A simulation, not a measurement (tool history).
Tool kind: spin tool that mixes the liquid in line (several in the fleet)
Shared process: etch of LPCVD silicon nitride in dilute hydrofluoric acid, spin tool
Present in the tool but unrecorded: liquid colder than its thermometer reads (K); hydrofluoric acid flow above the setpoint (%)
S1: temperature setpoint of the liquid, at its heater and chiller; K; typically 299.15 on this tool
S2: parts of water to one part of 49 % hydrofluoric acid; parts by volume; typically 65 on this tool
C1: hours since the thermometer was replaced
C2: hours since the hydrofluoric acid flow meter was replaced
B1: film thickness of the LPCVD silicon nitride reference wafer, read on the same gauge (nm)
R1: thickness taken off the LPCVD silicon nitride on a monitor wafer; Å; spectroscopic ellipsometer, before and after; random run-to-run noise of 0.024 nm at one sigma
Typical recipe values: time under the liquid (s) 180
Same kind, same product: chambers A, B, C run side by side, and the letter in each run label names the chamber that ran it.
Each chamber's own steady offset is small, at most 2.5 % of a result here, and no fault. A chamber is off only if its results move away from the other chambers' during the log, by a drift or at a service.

Run 1A, hour 10.2: usual settings; C1 2247.8; C2 39.6; B1 69.991. Result: R1 15.942 Å.
Run 2C, hour 15.2: usual settings; C1 216.8; C2 84.8; B1 69.991. Result: R1 15.89 Å.
Run 3B, hour 20.8: usual settings; C1 259; C2 1302.4; B1 69.996. Result: R1 15.627 Å.
Run 4B, hour 27: usual settings; C1 265.2; C2 1308.6; B1 69.988. Result: R1 15.758 Å.
Run 5C, hour 36.6: usual settings; C1 238.2; C2 106.2; B1 69.99. Result: R1 15.706 Å.
Run 6A, hour 43.2: usual settings; C1 2280.8; C2 72.6; B1 69.98. Result: R1 15.922 Å.
Run 7B, hour 50: usual settings; C1 288.2; C2 1331.6; B1 70.004. Result: R1 15.658 Å.
Run 8C, hour 56.4: usual settings; C1 258; C2 126; B1 69.974. Result: R1 15.772 Å.
Run 9A, hour 65.3: usual settings; C1 2302.9; C2 94.7; B1 70. Result: R1 16.268 Å.
Run 10A, hour 74.4: usual settings; C1 2312; C2 103.8; B1 69.988. Result: R1 16.273 Å.
Run 11C, hour 84.4: usual settings; C1 286; C2 154; B1 70.011. Result: R1 15.484 Å.
Run 12B, hour 92.1: usual settings; C1 330.3; C2 1373.7; B1 69.994. Result: R1 15.525 Å.
Run 13B, hour 96.8: usual settings; C1 335; C2 1378.4; B1 69.985. Result: R1 15.942 Å.
Run 14A, hour 104.4: usual settings; C1 2342; C2 133.8; B1 70.011. Result: R1 15.923 Å.
Run 15C, hour 114.4: usual settings; C1 316; C2 184; B1 70.009. Result: R1 15.974 Å.
Run 16A, hour 121.8: usual settings; C1 2359.4; C2 151.2; B1 69.999. Result: R1 16.015 Å.
Run 17B, hour 129.3: usual settings but S1 295.65 K, time under the liquid (s) 135; C1 367.5; C2 1410.9; B1 69.992. Result: R1 9.3344 Å.
Run 18C, hour 134.1: usual settings but S1 295.65 K, time under the liquid (s) 135; C1 335.7; C2 203.7; B1 70. Result: R1 9.2901 Å.
Run 19A, hour 141.7: usual settings but S1 295.65 K, time under the liquid (s) 135; C1 2379.3; C2 171.1; B1 69.986. Result: R1 9.5153 Å.
Run 20C, hour 147.7: usual settings but S2 55 parts by volume; C1 349.3; C2 217.3; B1 69.976. Result: R1 18.727 Å.
Run 21B, hour 154.8: usual settings but S2 55 parts by volume; C1 393; C2 1436.4; B1 70.003. Result: R1 18.491 Å.
At hour 158.2: chamber A: thermometer replaced.
Run 22B, hour 161.7: usual settings but S2 55 parts by volume; C1 399.9; C2 1443.3; B1 69.993. Result: R1 18.256 Å.
Run 23C, hour 167.1: usual settings; C1 368.7; C2 236.7; B1 69.993. Result: R1 15.974 Å.
Run 24A, hour 177.5: usual settings; C1 19.3; C2 206.9; B1 69.991. Result: R1 16.508 Å.
Run 25C, hour 188.1: usual settings; C1 389.7; C2 257.7; B1 70. Result: R1 15.899 Å.
Run 26A, hour 194.5: usual settings; C1 36.3; C2 223.9; B1 70.009. Result: R1 15.624 Å.
Run 27B, hour 202.1: usual settings; C1 440.3; C2 1483.7; B1 69.99. Result: R1 15.466 Å.
Run 28A, hour 209.1: usual settings; C1 50.9; C2 238.5; B1 70.001. Result: R1 16.137 Å.
Run 29B, hour 216.7: usual settings; C1 454.9; C2 1498.3; B1 70.006. Result: R1 15.629 Å.
Run 30C, hour 227.2: usual settings but S2 75 parts by volume; C1 428.8; C2 296.8; B1 70.024. Result: R1 13.698 Å.
Run 31C, hour 237.3: usual settings but S2 75 parts by volume; C1 438.9; C2 306.9; B1 70.009. Result: R1 13.576 Å.
Run 32A, hour 242.8: usual settings but S2 75 parts by volume; C1 84.6; C2 272.2; B1 69.988. Result: R1 13.85 Å.
Run 33B, hour 251.1: usual settings but S2 85 parts by volume, time under the liquid (s) 95; C1 489.3; C2 1532.7; B1 70.017. Result: R1 6.2974 Å.
Run 34C, hour 258.1: usual settings but S2 85 parts by volume, time under the liquid (s) 95; C1 459.7; C2 327.7; B1 70.009. Result: R1 6.1614 Å.
Run 35B, hour 263.8: usual settings but S2 85 parts by volume, time under the liquid (s) 95; C1 502; C2 1545.4; B1 69.992. Result: R1 6.4207 Å.
Run 36A, hour 268.5: usual settings; C1 110.3; C2 297.9; B1 69.99. Result: R1 15.602 Å.
Run 37B, hour 278.5: usual settings; C1 516.7; C2 1560.1; B1 69.994. Result: R1 15.986 Å.
Run 38C, hour 288: usual settings; C1 489.6; C2 357.6; B1 69.994. Result: R1 15.772 Å.
Run 39A, hour 292.8: usual settings but S2 75 parts by volume; C1 134.6; C2 322.2; B1 70.013. Result: R1 13.962 Å.
Run 40C, hour 302.2: usual settings but S2 75 parts by volume; C1 503.8; C2 371.8; B1 69.985. Result: R1 13.297 Å.
Run 41A, hour 308.7: usual settings but S2 75 parts by volume; C1 150.5; C2 338.1; B1 69.988. Result: R1 14.03 Å.
Run 42B, hour 314.2: usual settings; C1 552.4; C2 1595.8; B1 69.999. Result: R1 15.716 Å.
Run 43B, hour 319.4: usual settings; C1 557.6; C2 1601; B1 69.987. Result: R1 15.641 Å.

The same settings go to every chamber for the next run, one line per chamber below. Forecast the results for each:
Run 44A, hour 327: usual settings. Result: R1 ?.
Run 44B, hour 327: usual settings. Result: R1 ?.
Run 44C, hour 327: usual settings. Result: R1 ?.

run      R1
44A  15.663
44B  15.713
44C  15.818

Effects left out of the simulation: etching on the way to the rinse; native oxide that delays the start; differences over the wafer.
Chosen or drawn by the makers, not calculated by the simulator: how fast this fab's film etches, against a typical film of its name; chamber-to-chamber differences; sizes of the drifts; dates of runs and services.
